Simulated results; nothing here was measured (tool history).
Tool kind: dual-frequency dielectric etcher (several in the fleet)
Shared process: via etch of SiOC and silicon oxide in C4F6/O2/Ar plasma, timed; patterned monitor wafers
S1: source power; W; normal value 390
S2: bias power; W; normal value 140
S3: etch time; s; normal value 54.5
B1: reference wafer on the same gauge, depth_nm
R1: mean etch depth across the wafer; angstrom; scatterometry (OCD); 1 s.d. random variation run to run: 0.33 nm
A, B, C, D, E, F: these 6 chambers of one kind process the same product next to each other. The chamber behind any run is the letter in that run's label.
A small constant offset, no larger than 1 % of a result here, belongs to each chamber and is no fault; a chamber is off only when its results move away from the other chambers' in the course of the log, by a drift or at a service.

run,hour,S1,S2,S3,B1,R1
1E,7.5,390,140,54.5,55.412,564.08
2F,13.6,390,140,54.5,55.323,558.66
3A,20.2,390,140,54.5,55.458,566.17
4C,25.5,390,140,54.5,55.43,564.14
5D,35.3,450,171,54.5,55.434,630.16
6B,44.5,450,171,54.5,55.454,633.61
7F,50,450,171,54.5,55.403,628.68
# hour 53.3: chamber D: wet clean of the chamber
8E,61.2,450,171,54.5,55.47,636.81
9D,70.9,450,171,54.5,55.393,640.37
10C,81.4,450,171,54.5,55.337,628.98
11A,91.5,390,140,54.5,55.396,562.81
12B,96.5,390,140,54.5,55.479,555.74
13C,107.4,390,140,54.5,55.366,566.05
14E,117.8,390,140,54.5,55.398,560.86
15B,123.4,390,140,54.5,55.41,560.05
16D,134.4,390,140,54.5,55.449,570.45
17A,142.7,390,140,54.5,55.382,559.58
18F,151.8,390,140,54.5,55.474,571.71
19B,160.8,390,140,54.5,55.466,561.07
20E,171.6,390,140,54.5,55.403,562.8
21F,176.6,340,140,54.5,55.368,545.2
22C,184,340,140,54.5,55.322,530.12
23D,191.2,340,140,54.5,55.363,529.96
24A,201.2,340,140,54.5,55.371,534.53
25D,210.2,340,140,54.5,55.494,534.74
26F,215.2,340,140,54.5,55.505,545.6
27A,225.1,330,140,54.5,55.416,527.64
28E,230.9,330,140,54.5,55.37,524.8
29C,240,330,140,54.5,55.341,528.75
# hour 244.7: chamber C: wet clean of the chamber
30B,246.9,330,140,54.5,55.348,522.42
31D,253.6,330,140,54.5,55.36,529.66
32C,264.1,330,140,54.5,55.415,526.42
33A,270.5,390,140,54.5,55.325,564.25
34F,279.7,390,140,54.5,55.462,583.97
35B,288.3,390,140,54.5,55.406,557.18
36E,295.6,390,140,54.5,55.36,564.75
37B,305.9,390,140,54.5,55.436,555.34
38F,315.3,390,140,54.5,55.392,588.99
39E,321.2,390,113,65.5,55.363,637.97
40C,326.4,390,113,65.5,55.409,632.3
# hour 330.2: chamber F: source power generator calibrated
41A,331.5,390,113,65.5,55.357,631.01
42D,339.1,390,113,65.5,55.363,634.31
43F,348.4,390,113,65.5,55.42,667.16
44C,354,390,113,65.5,55.36,630.11

Next, every chamber runs the same settings. What will each give?
45A,362.2,390,140,54.5,,?
45B,362.2,390,140,54.5,,?
45C,362.2,390,140,54.5,,?
45D,362.2,390,140,54.5,,?
45E,362.2,390,140,54.5,,?
45F,362.2,390,140,54.5,,?

run,R1
45A,558.76
45B,555.62
45C,558.6
45D,569.27
45E,558.81
45F,586.67
